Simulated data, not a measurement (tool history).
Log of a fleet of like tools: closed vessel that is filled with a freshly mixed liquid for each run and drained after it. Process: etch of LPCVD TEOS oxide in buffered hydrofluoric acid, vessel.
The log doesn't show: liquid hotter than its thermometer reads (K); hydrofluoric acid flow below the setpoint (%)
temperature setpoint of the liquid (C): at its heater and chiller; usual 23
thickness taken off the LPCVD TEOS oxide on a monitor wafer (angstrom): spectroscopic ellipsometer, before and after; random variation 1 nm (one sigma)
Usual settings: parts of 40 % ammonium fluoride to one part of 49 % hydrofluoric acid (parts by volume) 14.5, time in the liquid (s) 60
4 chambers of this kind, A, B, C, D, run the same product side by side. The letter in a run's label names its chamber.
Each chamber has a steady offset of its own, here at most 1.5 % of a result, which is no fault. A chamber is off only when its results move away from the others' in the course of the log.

| run | hour | temperature setpoint of the liquid (C) | parts of 40 % ammonium fluoride to one part of 49 % hydrofluoric acid (parts by volume) | time in the liquid (s) | hours since the thermometer was replaced | hours since the hydrofluoric acid flow meter was replaced | read-back film thickness of the LPCVD TEOS oxide reference wafer, read on the same gauge (nm) | thickness taken off the LPCVD TEOS oxide on a monitor wafer (angstrom) |
|---|---|---|---|---|---|---|---|---|
| 1D | 5.5 | 23 | 14.5 | 60 | 691.2 | 73.3 | 120.00 | 1144.20 |
| 2A | 13.5 | 23 | 14.5 | 60 | 94.8 | 534.0 | 120.00 | 1144.10 |
| 3B | 22.2 | 23 | 14.5 | 60 | 501.8 | 776.1 | 119.99 | 1148.70 |
| 4C | 30.2 | 23 | 14.5 | 60 | 427.9 | 351.7 | 119.99 | 1150.80 |
|  | 39.0 | chamber A: hydrofluoric acid flow meter replaced |
| 5C | 39.8 | 23 | 14.5 | 60 | 437.5 | 361.3 | 120.01 | 1159.30 |
| 6D | 48.7 | 23 | 14.5 | 60 | 734.4 | 116.5 | 120.00 | 1114.80 |
| 7B | 58.6 | 23 | 14.5 | 60 | 538.2 | 812.5 | 120.01 | 1162.60 |
| 8A | 63.7 | 23 | 14.5 | 60 | 145.0 | 24.8 | 120.01 | 1133.30 |
| 9D | 70.6 | 23 | 14.5 | 60 | 756.3 | 138.4 | 120.00 | 1115.40 |
| 10A | 80.3 | 23 | 20.0 | 35 | 161.6 | 41.4 | 120.00 | 480.31 |
| 11C | 84.9 | 23 | 20.0 | 35 | 482.6 | 406.4 | 120.03 | 488.11 |
| 12B | 92.8 | 23 | 20.0 | 35 | 572.4 | 846.7 | 119.99 | 483.31 |
| 13C | 97.2 | 23 | 20.0 | 35 | 494.9 | 418.7 | 119.98 | 488.53 |
| 14B | 102.0 | 23 | 14.5 | 60 | 581.6 | 855.9 | 120.00 | 1165.40 |
| 15A | 108.3 | 23 | 14.5 | 60 | 189.6 | 69.4 | 119.99 | 1138.10 |
| 16D | 113.9 | 23 | 14.5 | 60 | 799.6 | 181.7 | 120.00 | 1134.60 |
| 17C | 123.6 | 23 | 14.5 | 60 | 521.3 | 445.1 | 119.98 | 1122.70 |
| 18D | 133.4 | 23 | 14.5 | 60 | 819.1 | 201.2 | 120.02 | 1170.60 |
| 19A | 138.9 | 23 | 14.5 | 60 | 220.2 | 100.0 | 119.98 | 1138.60 |
| 20B | 148.1 | 23 | 14.5 | 60 | 627.7 | 902.0 | 120.00 | 1212.30 |
| 21C | 153.2 | 23 | 14.5 | 60 | 550.9 | 474.7 | 119.99 | 1139.80 |
| 22D | 163.3 | 23 | 14.5 | 60 | 849.0 | 231.1 | 120.00 | 1151.50 |
| 23A | 171.4 | 23 | 14.5 | 60 | 252.7 | 132.5 | 120.01 | 1128.40 |
| 24B | 178.7 | 23 | 14.5 | 60 | 658.3 | 932.6 | 120.00 | 1207.70 |
| 25C | 188.4 | 23 | 14.5 | 60 | 586.1 | 509.9 | 120.00 | 1146.40 |
| 26D | 196.1 | 23 | 14.5 | 60 | 881.8 | 263.9 | 120.00 | 1142.00 |
| 27A | 201.6 | 23 | 14.5 | 60 | 282.9 | 162.7 | 119.99 | 1144.70 |
| 28B | 208.7 | 23 | 14.5 | 60 | 688.3 | 962.6 | 120.01 | 1259.40 |
| 29B | 217.4 | 23 | 14.5 | 60 | 697.0 | 971.3 | 120.01 | 1216.20 |
| 30A | 223.3 | 23 | 14.5 | 60 | 304.6 | 184.4 | 120.01 | 1132.70 |
| 31C | 229.4 | 23 | 14.5 | 60 | 627.1 | 550.9 | 120.02 | 1160.00 |
| 32D | 239.0 | 23 | 14.5 | 60 | 924.7 | 306.8 | 120.01 | 1150.30 |
|  | 241.2 | chamber C: thermometer replaced |
| 33A | 245.7 | 23 | 14.5 | 60 | 327.0 | 206.8 | 120.00 | 1133.90 |
| 34C | 253.5 | 23 | 14.5 | 60 | 12.3 | 575.0 | 120.00 | 1153.40 |
| 35B | 259.3 | 23 | 14.5 | 60 | 738.9 | 1013.2 | 120.00 | 1276.70 |
| 36D | 269.2 | 23 | 14.5 | 60 | 954.9 | 337.0 | 119.98 | 1141.50 |
| 37B | 274.1 | 23 | 14.5 | 60 | 753.7 | 1028.0 | 120.00 | 1289.30 |

Is one chamber off against the others, does the gauge drift, or is nothing wrong? If a chamber is off, say which, and what the likeliest cause is.

Chamber B drifts away from the others.
Cause: liquid hotter than its thermometer reads (K) = 2.07.
The log may not tell that from: hydrofluoric acid flow above the setpoint (%).

Here are 4 candidates for chamber B's next run, each the usual settings with a change, their results left as question marks. Which one brings its results back in line with what the others give on the usual settings?
In line means no further than this from the other chambers' mean on the usual settings: thickness taken off the LPCVD TEOS oxide on a monitor wafer (angstrom) 36.00
| 38B-1 | 281.3 | 22.5 | 16.0 | 60 |  |  |  | ? |
| 38B-2 | 281.3 | 23.5 | 13.5 | 70 |  |  |  | ? |
| 38B-3 | 281.3 | 21.5 | 17.0 | 60 |  |  |  | ? |
| 38B-4 | 281.3 | 23.0 | 14.0 | 65 |  |  |  | ? |

The other chambers' mean on the usual settings: thickness taken off the LPCVD TEOS oxide on a monitor wafer (angstrom) 1143.20
| run | thickness taken off the LPCVD TEOS oxide on a monitor wafer (angstrom) |
|---|---|
| 38B-1 | 1142.50 |
| 38B-2 | 1664.90 |
| 38B-3 | 1018.70 |
| 38B-4 | 1451.50 |
38B-1 brings the chamber back in line.
